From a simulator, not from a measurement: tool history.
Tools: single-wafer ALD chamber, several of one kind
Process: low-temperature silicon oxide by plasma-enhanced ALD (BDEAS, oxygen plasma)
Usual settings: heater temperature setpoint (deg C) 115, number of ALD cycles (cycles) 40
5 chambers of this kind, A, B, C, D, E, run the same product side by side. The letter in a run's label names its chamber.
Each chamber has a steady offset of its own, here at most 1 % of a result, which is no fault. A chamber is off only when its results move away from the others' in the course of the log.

run   hour  heater temperature setpoint (deg C)  number of ALD cycles (cycles)  read-back reference wafer on the same gauge, thickness_nm  mean film thickness on the monitor wafer (angstrom)
 1B    4.3                                  115                             40                                                     5.9499                                               55.801
 2A   10.5                                  115                             40                                                     5.9481                                                55.88
 3D   14.9                                  115                             40                                                     5.9465                                               55.737
        15  -- chamber C: thermocouple changed; heater temperature recalibrated
 4C   21.3                                  115                             40                                                     5.9471                                               55.959
 5E   25.8                                  115                             40                                                     5.9514                                               55.613
 6B   29.4                                  107                             34                                                     5.9525                                               48.116
 7E   34.9                                  107                             34                                                     5.9521                                               48.008
 8A     42                                  107                             34                                                     5.9508                                               48.192
      43.2  -- chamber A: thermocouple changed; heater temperature recalibrated
 9C     48                                  107                             34                                                     5.9477                                               47.964
10D   55.3                                  107                             34                                                     5.9517                                               47.977
11D   63.1                                  115                             40                                                     5.9504                                               55.634
12E   68.7                                  115                             40                                                     5.9544                                               55.301
13A   76.8                                  115                             40                                                     5.9518                                               55.671
14C   82.7                                  115                             40                                                     5.9538                                               55.911
15B   88.9                                  115                             40                                                     5.9532                                                55.65
16B   93.1                                  115                             40                                                     5.9506                                               55.948
17A   98.2                                  121                             35                                                     5.9538                                               48.312
18D  102.8                                  121                             35                                                     5.9497                                               47.885
19E  109.5                                  121                             35                                                     5.9512                                               47.818
20C  114.3                                  121                             35                                                     5.9501                                               48.212
21E  121.4                                  121                             35                                                     5.9472                                               48.114
22C  129.3                                  115                             40                                                     5.9479                                                 55.8
23D  136.5                                  115                             40                                                     5.9523                                               55.479
24A  140.1                                  103                             40                                                     5.9462                                               57.048
       141  -- chamber B: thermocouple changed; heater temperature recalibrated
25B    144                                  103                             40                                                     5.9505                                               57.299
26E  149.2                                  103                             40                                                     5.9487                                               56.396
27D  157.3                                  103                             40                                                      5.951                                               56.763
28B  165.1                                  103                             40                                                     5.9494                                               56.963
29A  171.1                                  115                             44                                                     5.9494                                               61.273
30C  175.2                                  115                             44                                                     5.9498                                               61.385
31B  182.1                                  115                             44                                                     5.9495                                               61.588
32E  188.9                                  115                             44                                                     5.9474                                               61.091
33D  193.9                                  115                             44                                                     5.9482                                               60.898
34A  197.9                                  115                             40                                                      5.952                                               56.103
35C  205.2                                  115                             40                                                     5.9502                                               55.724
36A  213.2                                  115                             40                                                     5.9498                                               55.646
37B  221.2                                  121                             40                                                     5.9508                                               55.341
38C  228.8                                  121                             40                                                     5.9501                                                55.29
39E  236.8                                  121                             40                                                     5.9535                                               54.747
40D  241.1                                  121                             40                                                     5.9516                                               55.027
41E    248                                  121                             40                                                     5.9476                                               54.478

Is one chamber off against the others, does the gauge drift, or is nothing wrong? If a chamber is off, say which, and what the likeliest cause is.

No chamber stands off beyond its own small offset, and the gauge holds steady.
